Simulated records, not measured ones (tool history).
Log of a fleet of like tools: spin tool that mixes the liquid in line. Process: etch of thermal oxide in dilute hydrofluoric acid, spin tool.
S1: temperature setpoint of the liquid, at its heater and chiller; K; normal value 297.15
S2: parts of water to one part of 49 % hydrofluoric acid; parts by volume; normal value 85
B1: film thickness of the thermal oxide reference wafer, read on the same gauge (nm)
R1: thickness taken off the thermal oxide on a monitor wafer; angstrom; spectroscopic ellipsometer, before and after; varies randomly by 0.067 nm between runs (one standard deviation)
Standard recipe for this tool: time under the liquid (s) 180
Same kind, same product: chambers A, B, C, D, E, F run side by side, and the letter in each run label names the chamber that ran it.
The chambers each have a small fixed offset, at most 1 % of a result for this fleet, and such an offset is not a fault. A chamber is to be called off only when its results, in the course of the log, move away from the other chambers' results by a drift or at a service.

Run 1D, hour 7.1: usual settings; B1 100. Result: R1 102.88 angstrom.
Run 2F, hour 17.5: usual settings; B1 99.986. Result: R1 103.67 angstrom.
Run 3E, hour 29.5: usual settings; B1 100.01. Result: R1 104.62 angstrom.
Run 4C, hour 38.3: usual settings; B1 99.988. Result: R1 103.35 angstrom.
Run 5A, hour 46.6: usual settings; B1 100. Result: R1 102.08 angstrom.
Run 6B, hour 54.8: usual settings; B1 99.999. Result: R1 103.58 angstrom.
Run 7D, hour 62.7: usual settings; B1 99.962. Result: R1 102.24 angstrom.
Run 8A, hour 68.5: usual settings; B1 99.987. Result: R1 102.75 angstrom.
Run 9B, hour 74.7: usual settings but S2 105 parts by volume, time under the liquid (s) 255; B1 100.03. Result: R1 117.06 angstrom.
Run 10F, hour 81.7: usual settings but S2 105 parts by volume, time under the liquid (s) 255; B1 100.01. Result: R1 115 angstrom.
Run 11E, hour 90.7: usual settings but S2 105 parts by volume, time under the liquid (s) 255; B1 99.966. Result: R1 116.75 angstrom.
Run 12C, hour 101.7: usual settings but S2 105 parts by volume, time under the liquid (s) 255; B1 99.997. Result: R1 116.51 angstrom.
Run 13C, hour 111: usual settings but S2 105 parts by volume, time under the liquid (s) 255; B1 100.02. Result: R1 117.03 angstrom.
Run 14B, hour 121.8: usual settings but S2 105 parts by volume, time under the liquid (s) 255; B1 99.986. Result: R1 116.19 angstrom.
At hour 123.3: chamber E: hydrofluoric acid flow meter replaced.
Run 15D, hour 128.9: usual settings; B1 99.997. Result: R1 101.84 angstrom.
Run 16F, hour 138.3: usual settings; B1 100.01. Result: R1 103.77 angstrom.
Run 17E, hour 145.8: usual settings; B1 100.01. Result: R1 103.9 angstrom.
Run 18A, hour 152.4: usual settings; B1 100.03. Result: R1 104.11 angstrom.
Run 19D, hour 158.8: usual settings; B1 100.02. Result: R1 100.91 angstrom.
Run 20C, hour 168.9: usual settings; B1 100. Result: R1 102.46 angstrom.
Run 21E, hour 181: usual settings; B1 99.987. Result: R1 105.24 angstrom.
Run 22A, hour 186.9: usual settings; B1 100.05. Result: R1 102.32 angstrom.
Run 23F, hour 194.1: usual settings but S1 301.15 K, time under the liquid (s) 250; B1 99.965. Result: R1 171.23 angstrom.
Run 24B, hour 202: usual settings but S1 301.15 K, time under the liquid (s) 250; B1 100.01. Result: R1 166.98 angstrom.
Run 25F, hour 211.2: usual settings but S1 301.15 K, time under the liquid (s) 250; B1 99.994. Result: R1 168.29 angstrom.
Run 26E, hour 217.4: usual settings but S1 301.15 K, time under the liquid (s) 250; B1 100.01. Result: R1 169.65 angstrom.
Run 27D, hour 222.8: usual settings but S1 301.15 K, time under the liquid (s) 250; B1 99.986. Result: R1 160.9 angstrom.
Run 28C, hour 232.6: usual settings but S1 301.15 K, time under the liquid (s) 250; B1 100.02. Result: R1 168.22 angstrom.
Run 29B, hour 242.2: usual settings; B1 99.988. Result: R1 104.55 angstrom.
Run 30A, hour 253.4: usual settings; B1 100.01. Result: R1 103.06 angstrom.
Run 31F, hour 260.5: usual settings; B1 100.03. Result: R1 102.14 angstrom.
Run 32C, hour 270.4: usual settings; B1 100. Result: R1 102.66 angstrom.
Run 33A, hour 277.6: usual settings; B1 99.961. Result: R1 102.93 angstrom.
Run 34B, hour 285.3: usual settings; B1 99.968. Result: R1 103.57 angstrom.
Run 35D, hour 296: usual settings; B1 99.999. Result: R1 98.296 angstrom.
Run 36E, hour 307.5: usual settings; B1 99.967. Result: R1 104.59 angstrom.
Run 37F, hour 318.7: usual settings; B1 100.01. Result: R1 103.86 angstrom.
Run 38C, hour 327.1: usual settings; B1 100. Result: R1 102.99 angstrom.
Run 39B, hour 335: usual settings; B1 99.946. Result: R1 102.04 angstrom.

The same settings go to every chamber for the next run, one line per chamber below. Forecast the results for each:
Run 40A, hour 343.8: usual settings but time under the liquid (s) 120. Result: R1 ?.
Run 40B, hour 343.8: usual settings but time under the liquid (s) 120. Result: R1 ?.
Run 40C, hour 343.8: usual settings but time under the liquid (s) 120. Result: R1 ?.
Run 40D, hour 343.8: usual settings but time under the liquid (s) 120. Result: R1 ?.
Run 40E, hour 343.8: usual settings but time under the liquid (s) 120. Result: R1 ?.
Run 40F, hour 343.8: usual settings but time under the liquid (s) 120. Result: R1 ?.

run      R1
40A  68.754
40B  68.899
40C  69.494
40D   64.96
40E  69.559
40F  69.861

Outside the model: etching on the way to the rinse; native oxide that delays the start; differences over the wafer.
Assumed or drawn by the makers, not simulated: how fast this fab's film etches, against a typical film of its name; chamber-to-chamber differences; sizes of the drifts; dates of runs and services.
